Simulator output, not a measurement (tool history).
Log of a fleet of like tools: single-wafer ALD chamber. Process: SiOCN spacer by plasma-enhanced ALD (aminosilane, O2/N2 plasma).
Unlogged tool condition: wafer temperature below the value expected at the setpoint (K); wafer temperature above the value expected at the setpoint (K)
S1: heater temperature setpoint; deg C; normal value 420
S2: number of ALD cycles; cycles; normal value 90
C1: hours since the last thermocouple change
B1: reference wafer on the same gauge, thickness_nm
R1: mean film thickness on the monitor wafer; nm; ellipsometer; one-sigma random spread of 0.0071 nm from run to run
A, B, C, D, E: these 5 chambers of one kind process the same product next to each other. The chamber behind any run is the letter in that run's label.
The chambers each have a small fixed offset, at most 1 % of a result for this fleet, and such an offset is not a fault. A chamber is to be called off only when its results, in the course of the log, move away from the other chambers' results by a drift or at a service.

run   hour   S1   S2      C1      B1      R1
 1B    4.7  420   90  1560.3  5.0584  5.1037
 2E    7.8  420   90   722.5  5.0581  5.1256
 3C   10.5  420   90   874.6  5.0575  5.0553
 4A   13.5  420   90  1453.5  5.0581  5.1280
 5D   17.5  420   90  1259.6  5.0561  5.1310
 6C   21.0  420   90   885.1  5.0537  5.0599
 7E   23.1  420   90   737.8  5.0531  5.1147
 8A   27.8  420   90  1467.8  5.0529  5.1192
 9D   30.6  407   74  1272.7  5.0511  4.3884
10B   35.1  407   74  1590.7  5.0510  4.3806
11E   37.2  407   74   751.9  5.0506  4.3691
      41.3  -- chamber B: thermocouple changed; heater temperature recalibrated
12D   41.7  407   74  1283.8  5.0511  4.3847
13C   44.2  407   74   908.3  5.0489  4.3284
14A   48.6  420   90  1488.6  5.0473  5.1346
15B   53.0  420   90    11.7  5.0469  5.1033
16E   57.7  420   90   772.4  5.0470  5.1024
17B   61.9  420   90    20.6  5.0451  5.1171
18C   64.2  420   90   928.3  5.0460  5.0401
19D   66.7  420   90  1308.8  5.0441  5.1164
20A   69.9  420   90  1509.9  5.0431  5.1170
21E   73.7  420   74   788.4  5.0422  4.2012
22B   77.4  420   74    36.1  5.0387  4.2000
23D   81.8  420   74  1323.9  5.0400  4.1969
24A   86.3  420   74  1526.3  5.0379  4.1990
25C   90.4  420   74   954.5  5.0388  4.1319
26B   93.4  420   90    52.1  5.0368  5.0944
27E   97.6  420   90   812.3  5.0363  5.0964
28A  100.6  420   90  1540.6  5.0356  5.1089
29D  103.0  420   90  1345.1  5.0346  5.1173
30C  107.3  420   90   971.4  5.0326  5.0292
31E  110.2  420  106   824.9  5.0328  5.9986
32C  113.9  420  106   978.0  5.0312  5.9067

Has any chamber moved away from the others, gradually or after a service, or does the common gauge drift, or do the chambers differ only by their own small steady offsets? State the chamber and the most likely cause if one applies.

None of the chambers is off. What moves is the gauge, dragging all their readings along together.
Most likely cause: gauge reads low (%) = 0.573.

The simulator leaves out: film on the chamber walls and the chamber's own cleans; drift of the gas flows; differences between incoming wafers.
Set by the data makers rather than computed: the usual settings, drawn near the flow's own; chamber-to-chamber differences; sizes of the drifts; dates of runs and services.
